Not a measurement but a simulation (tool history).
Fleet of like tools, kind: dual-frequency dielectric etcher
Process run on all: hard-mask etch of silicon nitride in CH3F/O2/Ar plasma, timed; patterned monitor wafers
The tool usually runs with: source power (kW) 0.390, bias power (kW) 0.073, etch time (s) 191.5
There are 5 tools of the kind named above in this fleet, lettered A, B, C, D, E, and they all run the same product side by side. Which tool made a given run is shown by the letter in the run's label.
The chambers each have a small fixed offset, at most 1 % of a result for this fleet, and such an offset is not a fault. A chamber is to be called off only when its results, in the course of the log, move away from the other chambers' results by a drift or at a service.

run,hour,source power (kW),bias power (kW),etch time (s),hours since the last wet clean,hours since the last source power generator calibration,hours since the last bias power generator calibration,"read-back reference wafer on the same gauge, depth_nm",mean etch depth across the wafer (nm)
1A,4.1,0.390,0.073,191.5,86.2,2327.2,1544.0,115.00,134.09
2E,7.8,0.390,0.073,191.5,215.3,1268.1,684.7,115.04,133.99
3D,12.0,0.390,0.073,191.5,18.6,874.8,932.7,115.02,132.91
4C,18.7,0.390,0.073,191.5,518.9,4518.5,1442.6,115.04,133.94
5B,25.1,0.390,0.073,191.5,46.8,1343.3,2509.5,115.07,133.38
6E,28.2,0.390,0.073,191.5,235.7,1288.5,705.1,115.05,133.64
# hour 32.0: chamber C: bias power generator calibrated
7B,32.5,0.390,0.073,191.5,54.2,1350.7,2516.9,115.12,133.72
8C,37.6,0.340,0.087,191.5,537.8,4537.4,5.6,115.13,135.06
9D,43.3,0.340,0.087,191.5,49.9,906.1,964.0,115.14,134.17
10A,50.0,0.340,0.087,191.5,132.1,2373.1,1589.9,115.16,135.26
11A,56.1,0.340,0.087,191.5,138.2,2379.2,1596.0,115.24,135.10
12E,61.2,0.340,0.087,191.5,268.7,1321.5,738.1,115.23,135.83
13B,65.6,0.390,0.073,191.5,87.3,1383.8,2550.0,115.28,133.33
14C,69.0,0.390,0.073,191.5,569.2,4568.8,37.0,115.30,134.09
15D,72.7,0.390,0.073,191.5,79.3,935.5,993.4,115.24,132.78
16E,78.9,0.440,0.065,191.5,286.4,1339.2,755.8,115.30,134.91
17C,85.4,0.440,0.065,191.5,585.6,4585.2,53.4,115.32,135.56
18A,90.8,0.440,0.065,191.5,172.9,2413.9,1630.7,115.34,135.12
# hour 94.9: chamber C: source power generator calibrated
19D,95.2,0.440,0.065,191.5,101.8,958.0,1015.9,115.36,133.91
20B,99.6,0.440,0.065,191.5,121.3,1417.8,2584.0,115.37,134.07
21A,102.8,0.390,0.073,191.5,184.9,2425.9,1642.7,115.45,134.16
22C,109.7,0.390,0.073,191.5,609.9,14.8,77.7,115.41,134.19
23E,115.3,0.390,0.073,191.5,322.8,1375.6,792.2,115.50,134.09
24B,119.3,0.390,0.073,191.5,141.0,1437.5,2603.7,115.43,133.74
25D,123.6,0.390,0.073,191.5,130.2,986.4,1044.3,115.49,133.17
26D,127.3,0.390,0.073,191.5,133.9,990.1,1048.0,115.48,133.00
27E,130.7,0.390,0.073,191.5,338.2,1391.0,807.6,115.55,134.69
28C,137.1,0.390,0.073,191.5,637.3,42.2,105.1,115.54,134.19
29B,141.1,0.390,0.073,191.5,162.8,1459.3,2625.5,115.56,133.77
30A,146.3,0.390,0.073,191.5,228.4,2469.4,1686.2,115.57,134.33
31D,153.2,0.390,0.073,191.5,159.8,1016.0,1073.9,115.59,133.35
# hour 157.0: chamber C: wet clean of the chamber
32C,157.2,0.390,0.073,191.5,0.2,62.3,125.2,115.66,134.22
# hour 160.1: chamber E: wet clean of the chamber
33E,162.3,0.390,0.073,191.5,2.3,1422.6,839.2,115.65,134.41
34B,169.4,0.390,0.073,191.5,191.1,1487.6,2653.8,115.66,133.81
35A,175.4,0.390,0.073,191.5,257.5,2498.5,1715.3,115.64,134.48
36A,181.7,0.390,0.073,191.5,263.8,2504.8,1721.6,115.71,134.31
37E,186.8,0.390,0.073,191.5,26.8,1447.1,863.7,115.74,134.89
38D,193.6,0.390,0.073,191.5,200.2,1056.4,1114.3,115.73,133.73
39B,199.2,0.390,0.073,191.5,220.9,1517.4,2683.6,115.78,133.86
40C,202.5,0.390,0.073,191.5,45.5,107.6,170.5,115.80,134.39

Does one chamber stand apart from the rest, does the shared gauge drift, or is all well apart from small per-chamber offsets? Give the chamber and the most likely cause, where there is one.

No chamber is off; the gauge reading every chamber's wafers drifts, which makes the whole fleet appear to move together.
Most likely cause: gauge reads high (%) = 0.698.
